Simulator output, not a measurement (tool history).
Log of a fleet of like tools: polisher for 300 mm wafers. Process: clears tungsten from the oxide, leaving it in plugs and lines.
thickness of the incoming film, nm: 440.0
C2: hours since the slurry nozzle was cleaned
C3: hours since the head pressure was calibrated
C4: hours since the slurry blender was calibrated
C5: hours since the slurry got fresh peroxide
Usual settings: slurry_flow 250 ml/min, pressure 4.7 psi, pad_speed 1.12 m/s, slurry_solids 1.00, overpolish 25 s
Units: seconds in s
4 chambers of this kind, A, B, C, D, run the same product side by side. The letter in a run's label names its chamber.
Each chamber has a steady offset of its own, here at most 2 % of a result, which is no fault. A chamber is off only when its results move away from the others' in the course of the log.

Run 1D, hour 9.1: usual settings; wafers polished on this pad 803; C2 627.4; C3 452.9; C4 22.5; C5 86.7. Result: seconds 62.987 s.
At hour 11.5: chamber C: slurry tank refilled with fresh slurry and peroxide.
Run 2C, hour 16.1: usual settings; wafers polished on this pad 544; C2 334.3; C3 839.8; C4 27.1; C5 4.7. Result: seconds 63.206 s.
At hour 17.3: chamber D: slurry tank refilled with fresh slurry and peroxide.
Run 3B, hour 23.6: usual settings; wafers polished on this pad 928; C2 423.6; C3 168.9; C4 39.5; C5 88.4. Result: seconds 62.060 s.
Run 4A, hour 31.5: usual settings; wafers polished on this pad 442; C2 95.4; C3 271.2; C4 98.0; C5 74.4. Result: seconds 63.657 s.
At hour 31.7: chamber C: worn pad replaced by a new one.
At hour 34.7: chamber B: worn pad replaced by a new one.
Run 5D, hour 40.0: usual settings; wafers polished on this pad 1094; C2 658.3; C3 483.8; C4 53.4; C5 22.7. Result: seconds 63.913 s.
At hour 42.8: chamber D: worn pad replaced by a new one.
Run 6C, hour 46.3: usual settings; wafers polished on this pad 138; C2 364.5; C3 870.0; C4 57.3; C5 34.9. Result: seconds 63.453 s.
Run 7A, hour 53.4: usual settings but pad_speed 1.26 m/s; wafers polished on this pad 649; C2 117.3; C3 293.1; C4 119.9; C5 96.3. Result: seconds 55.783 s.
At hour 54.8: chamber C: slurry nozzle cleaned.
Run 8B, hour 58.1: usual settings but pad_speed 1.26 m/s; wafers polished on this pad 221; C2 458.1; C3 203.4; C4 74.0; C5 122.9. Result: seconds 54.410 s.
Run 9A, hour 66.9: usual settings but pad_speed 1.26 m/s; wafers polished on this pad 776; C2 130.8; C3 306.6; C4 133.4; C5 109.8. Result: seconds 55.093 s.
Run 10B, hour 75.5: usual settings but pad_speed 1.26 m/s; wafers polished on this pad 385; C2 475.5; C3 220.8; C4 91.4; C5 140.3. Result: seconds 55.641 s.
At hour 80.6: chamber C: head pressure recalibrated.
Run 11D, hour 80.6: usual settings; wafers polished on this pad 357; C2 698.9; C3 524.4; C4 94.0; C5 63.3. Result: seconds 63.907 s.
At hour 89.2: chamber A: head pressure recalibrated.
Run 12C, hour 89.6: usual settings; wafers polished on this pad 547; C2 34.9; C3 9.0; C4 100.6; C5 78.2. Result: seconds 60.608 s.
At hour 94.2: chamber B: slurry blender recalibrated.
Run 13D, hour 95.9: usual settings but overpolish 30 s; wafers polished on this pad 501; C2 714.2; C3 539.7; C4 109.3; C5 78.6. Result: seconds 63.768 s.
Run 14A, hour 101.7: usual settings but overpolish 30 s; wafers polished on this pad 1104; C2 165.6; C3 12.5; C4 168.2; C5 144.6. Result: seconds 64.192 s.
At hour 103.4: chamber A: worn pad replaced by a new one.
Run 15C, hour 107.0: usual settings but overpolish 30 s; wafers polished on this pad 711; C2 52.3; C3 26.4; C4 118.0; C5 95.6. Result: seconds 63.073 s.
At hour 111.1: chamber C: worn pad replaced by a new one.
At hour 111.4: chamber C: slurry blender recalibrated.
Run 16B, hour 116.2: usual settings but overpolish 30 s; wafers polished on this pad 769; C2 516.2; C3 261.5; C4 22.1; C5 181.0. Result: seconds 63.935 s.
Run 17A, hour 122.0: usual settings; wafers polished on this pad 175; C2 185.9; C3 32.8; C4 188.5; C5 164.9. Result: seconds 63.614 s.
Run 18D, hour 130.7: usual settings; wafers polished on this pad 829; C2 749.0; C3 574.5; C4 144.1; C5 113.4. Result: seconds 63.402 s.
At hour 135.2: chamber D: slurry tank refilled with fresh slurry and peroxide.
Run 19C, hour 138.8: usual settings; wafers polished on this pad 262; C2 84.1; C3 58.2; C4 27.4; C5 127.4. Result: seconds 61.825 s.
Run 20B, hour 142.8: usual settings but slurry_solids 0.85; wafers polished on this pad 1020; C2 542.8; C3 288.1; C4 48.7; C5 207.6. Result: seconds 67.888 s.
At hour 143.6: chamber D: worn pad replaced by a new one.
At hour 143.6: chamber D: slurry nozzle cleaned.
Run 21D, hour 147.3: usual settings but slurry_solids 0.85; wafers polished on this pad 35; C2 3.7; C3 591.1; C4 160.7; C5 12.1. Result: seconds 65.488 s.
Run 22C, hour 152.1: usual settings but slurry_solids 0.85; wafers polished on this pad 387; C2 97.4; C3 71.5; C4 40.7; C5 140.7. Result: seconds 64.303 s.
At hour 157.3: chamber A: slurry blender recalibrated.
Run 23B, hour 158.6: usual settings but slurry_solids 0.85; wafers polished on this pad 1169; C2 558.6; C3 303.9; C4 64.5; C5 223.4. Result: seconds 65.858 s.
Run 24A, hour 167.6: usual settings; wafers polished on this pad 605; C2 231.5; C3 78.4; C4 10.4; C5 210.5. Result: seconds 62.156 s.
At hour 171.9: chamber B: worn pad replaced by a new one.
Run 25C, hour 175.8: usual settings; wafers polished on this pad 611; C2 121.1; C3 95.2; C4 64.4; C5 164.4. Result: seconds 63.139 s.
At hour 178.2: chamber A: slurry tank refilled with fresh slurry and peroxide.
Run 26B, hour 184.9: usual settings but overpolish 18 s; wafers polished on this pad 123; C2 584.9; C3 330.2; C4 90.8; C5 249.7. Result: seconds 65.727 s.
At hour 188.2: chamber C: slurry tank refilled with fresh slurry and peroxide.
At hour 189.3: chamber C: worn pad replaced by a new one.
At hour 191.0: chamber B: slurry blender recalibrated.
Run 27D, hour 193.0: usual settings but overpolish 18 s; wafers polished on this pad 466; C2 49.4; C3 636.8; C4 206.4; C5 57.8. Result: seconds 64.344 s.
At hour 198.1: chamber B: slurry nozzle cleaned.
Run 28A, hour 201.6: usual settings but overpolish 18 s; wafers polished on this pad 926; C2 265.5; C3 112.4; C4 44.4; C5 23.4. Result: seconds 63.208 s.
At hour 206.8: chamber A: slurry nozzle cleaned.
Run 29B, hour 207.5: usual settings but overpolish 18 s; wafers polished on this pad 336; C2 9.5; C3 352.8; C4 16.6; C5 272.3. Result: seconds 66.429 s.
Run 30A, hour 213.7: usual settings; wafers polished on this pad 1040; C2 7.0; C3 124.5; C4 56.5; C5 35.5. Result: seconds 63.449 s.
Run 31D, hour 218.0: usual settings; wafers polished on this pad 702; C2 74.4; C3 661.8; C4 231.4; C5 82.8. Result: seconds 63.925 s.
At hour 219.0: chamber A: worn pad replaced by a new one.
At hour 224.1: chamber C: slurry blender recalibrated.
Run 32C, hour 225.8: usual settings; wafers polished on this pad 345; C2 171.1; C3 145.2; C4 1.7; C5 37.6. Result: seconds 62.054 s.
Run 33B, hour 231.7: usual settings; wafers polished on this pad 564; C2 33.7; C3 377.0; C4 40.8; C5 296.5. Result: seconds 67.594 s.
Run 34A, hour 240.2: usual settings but overpolish 35 s; wafers polished on this pad 200; C2 33.5; C3 151.0; C4 83.0; C5 62.0. Result: seconds 62.897 s.
Run 35D, hour 248.2: usual settings but overpolish 35 s; wafers polished on this pad 987; C2 104.6; C3 692.0; C4 261.6; C5 113.0. Result: seconds 64.258 s.
At hour 256.4: chamber D: slurry tank refilled with fresh slurry and peroxide.
Run 36C, hour 257.2: usual settings but overpolish 35 s; wafers polished on this pad 641; C2 202.5; C3 176.6; C4 33.1; C5 69.0. Result: seconds 63.541 s.
At hour 258.7: chamber D: worn pad replaced by a new one.
Run 37A, hour 262.5: usual settings but overpolish 35 s; wafers polished on this pad 410; C2 55.8; C3 173.3; C4 105.3; C5 84.3. Result: seconds 64.484 s.
At hour 269.0: chamber C: worn pad replaced by a new one.
Run 38B, hour 271.2: usual settings; wafers polished on this pad 937; C2 73.2; C3 416.5; C4 80.3; C5 336.0. Result: seconds 70.234 s.
Run 39C, hour 275.7: usual settings; wafers polished on this pad 63; C2 221.0; C3 195.1; C4 51.6; C5 87.5. Result: seconds 62.343 s.
At hour 279.1: chamber B: worn pad replaced by a new one.
Run 40D, hour 282.7: usual settings; wafers polished on this pad 227; C2 139.1; C3 726.5; C4 296.1; C5 26.4. Result: seconds 64.249 s.
At hour 282.8: chamber B: slurry blender recalibrated.
Run 41A, hour 288.6: usual settings; wafers polished on this pad 656; C2 81.9; C3 199.4; C4 131.4; C5 110.4. Result: seconds 64.099 s.
Run 42B, hour 292.8: usual settings; wafers polished on this pad 129; C2 94.8; C3 438.1; C4 10.0; C5 357.6. Result: seconds 72.930 s.
Run 43D, hour 297.7: usual settings; wafers polished on this pad 368; C2 154.1; C3 741.5; C4 311.1; C5 41.4. Result: seconds 62.806 s.

Is one chamber off against the others, does the gauge drift, or is nothing wrong? If a chamber is off, say which, and what the likeliest cause is.

Chamber B drifts away from the others.
Cause: peroxide lost from the slurry, % = 31.7.
The log may not tell that from: head's pressure below its setpoint, %.

Here are 4 candidates for chamber B's next run, each the usual settings with a change, their results left as question marks. Which one brings its results back in line with what the others give on the usual settings?
In line means no further than this from the other chambers' mean on the usual settings: seconds 2.800 s
Run 44B-1, hour 304.3: usual settings but pad_speed 0.86 m/s, slurry_solids 0.95. Result: seconds ?.
Run 44B-2, hour 304.3: usual settings but pressure 5.0 psi, pad_speed 1.20 m/s. Result: seconds ?.
Run 44B-3, hour 304.3: usual settings but pressure 5.3 psi, pad_speed 1.28 m/s, slurry_solids 1.05. Result: seconds ?.
Run 44B-4, hour 304.3: usual settings but pad_speed 0.98 m/s. Result: seconds ?.

The other chambers' mean on the usual settings: seconds 63.085 s
  run  seconds
44B-1   94.461
44B-2   62.986
44B-3   55.108
44B-4   81.948
44B-2 brings the chamber back in line.
